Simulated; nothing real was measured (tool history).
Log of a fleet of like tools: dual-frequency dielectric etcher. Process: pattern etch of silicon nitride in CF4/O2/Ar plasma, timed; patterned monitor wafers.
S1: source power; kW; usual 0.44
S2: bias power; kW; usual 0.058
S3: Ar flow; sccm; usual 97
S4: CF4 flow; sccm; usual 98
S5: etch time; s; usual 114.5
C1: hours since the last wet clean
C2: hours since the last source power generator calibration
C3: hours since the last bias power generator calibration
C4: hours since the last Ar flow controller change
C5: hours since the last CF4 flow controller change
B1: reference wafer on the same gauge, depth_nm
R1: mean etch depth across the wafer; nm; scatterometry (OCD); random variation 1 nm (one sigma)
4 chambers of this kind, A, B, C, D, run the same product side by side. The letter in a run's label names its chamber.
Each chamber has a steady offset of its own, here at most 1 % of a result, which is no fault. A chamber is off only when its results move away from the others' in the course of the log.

run	hour	S1	S2	S3	S4	S5	C1	C2	C3	C4	C5	B1	R1
1C	8.2	0.44	0.058	97	98	114.5	87.8	395.8	3091	1855.4	637.3	179.96	204.73
2B	18.9	0.44	0.058	97	98	114.5	385.5	249.1	3080.8	1692.1	1959.3	179.78	206.86
3A	30	0.44	0.058	97	98	114.5	483.5	323.8	282.4	86.7	835.8	180.03	206.5
4D	44.6	0.44	0.058	97	98	114.5	139.7	3084.3	327.3	2983.5	2148.6	180.06	206.02
5A	52.4	0.44	0.058	111	75	114.5	505.9	346.2	304.8	109.1	858.2	180.28	199.2
6B	62.7	0.44	0.058	111	75	114.5	429.3	292.9	3124.6	1735.9	2003.1	180.2	195.27
# hour 66: chamber D: source power generator calibrated
7C	69.6	0.44	0.058	111	75	114.5	149.2	457.2	3152.4	1916.8	698.7	180.02	197.16
8D	84.3	0.44	0.058	111	75	114.5	179.4	18.4	367	3023.2	2188.3	180.13	198.14
# hour 91.3: chamber A: wet clean of the chamber
9D	95.5	0.44	0.058	97	98	114.5	190.6	29.6	378.2	3034.4	2199.5	180.04	207.1
10A	108.2	0.44	0.058	84	98	132	17	402	360.6	164.9	914	179.96	243.45
11B	116.3	0.44	0.058	84	98	132	482.9	346.5	3178.2	1789.5	2056.7	179.95	244.51
# hour 123.6: chamber B: bias power generator calibrated
12C	124	0.44	0.058	84	98	132	203.6	511.6	3206.8	1971.2	753.1	180.08	245.13
13A	133.4	0.44	0.058	84	98	132	42.2	427.2	385.8	190.1	939.2	180.09	241.75
14C	147	0.44	0.058	97	98	114.5	226.6	534.6	3229.8	1994.2	776.1	179.81	208.19
15D	156.5	0.44	0.058	97	98	114.5	251.6	90.6	439.2	3095.4	2260.5	179.98	206.67
16B	167.1	0.44	0.058	97	98	114.5	533.7	397.3	43.6	1840.3	2107.5	179.76	204.9
17D	174.3	0.44	0.058	97	98	114.5	269.4	108.4	457	3113.2	2278.3	180.17	206.62
# hour 182.9: chamber D: Ar flow controller replaced
18A	186.7	0.44	0.058	97	98	114.5	95.5	480.5	439.1	243.4	992.5	179.97	208.05
19B	194.4	0.44	0.058	97	98	114.5	561	424.6	70.9	1867.6	2134.8	179.96	205.23
20C	209	0.44	0.058	97	98	114.5	288.6	596.6	3291.8	2056.2	838.1	180.15	208.36
# hour 212.2: chamber B: wet clean of the chamber
21B	218.6	0.44	0.058	97	98	114.5	6.4	448.8	95.1	1891.8	2159	179.98	206.68
22A	232	0.44	0.058	97	98	114.5	140.8	525.8	484.4	288.7	1037.8	180	208.13
23D	244.1	0.44	0.058	97	98	114.5	339.2	178.2	526.8	61.2	2348.1	180.03	206.11
24C	255.9	0.44	0.058	97	98	114.5	335.5	643.5	3338.7	2103.1	885	179.96	205.14
25C	264.1	0.44	0.058	97	98	114.5	343.7	651.7	3346.9	2111.3	893.2	179.84	207.26
26A	272.4	0.44	0.058	97	98	114.5	181.2	566.2	524.8	329.1	1078.2	180.04	207.1
27D	282.1	0.44	0.058	97	98	114.5	377.2	216.2	564.8	99.2	2386.1	180.01	207.39
28B	293.1	0.44	0.058	97	98	114.5	80.9	523.3	169.6	1966.3	2233.5	179.96	205.23
29B	301	0.44	0.058	97	98	114.5	88.8	531.2	177.5	1974.2	2241.4	179.85	207.22
30C	311.2	0.44	0.058	97	98	114.5	390.8	698.8	3394	2158.4	940.3	180.02	206.99
31A	320.8	0.44	0.058	97	98	114.5	229.6	614.6	573.2	377.5	1126.6	180.01	209.33
# hour 329.8: chamber D: wet clean of the chamber
32D	334	0.44	0.058	97	98	114.5	4.2	268.1	616.7	151.1	2438	180.13	206.56
33C	348.5	0.44	0.058	97	98	114.5	428.1	736.1	3431.3	2195.7	977.6	180.08	207.63
34A	362.8	0.44	0.058	97	98	114.5	271.6	656.6	615.2	419.5	1168.6	180.09	209.75
35B	373.6	0.44	0.058	97	89	99.5	161.4	603.8	250.1	2046.8	2314	179.75	176.45
36D	381.5	0.44	0.058	97	89	99.5	51.7	315.6	664.2	198.6	2485.5	179.88	176.84
37B	396.2	0.44	0.058	97	89	99.5	184	626.4	272.7	2069.4	2336.6	180.03	175.54

All 4 chambers run these settings next. Forecast each chamber's results:
38A	406.7	0.44	0.058	97	98	114.5							?
38B	406.7	0.44	0.058	97	98	114.5							?
38C	406.7	0.44	0.058	97	98	114.5							?
38D	406.7	0.44	0.058	97	98	114.5							?

run	R1
38A	207.26
38B	205.3
38C	207.28
38D	206.55
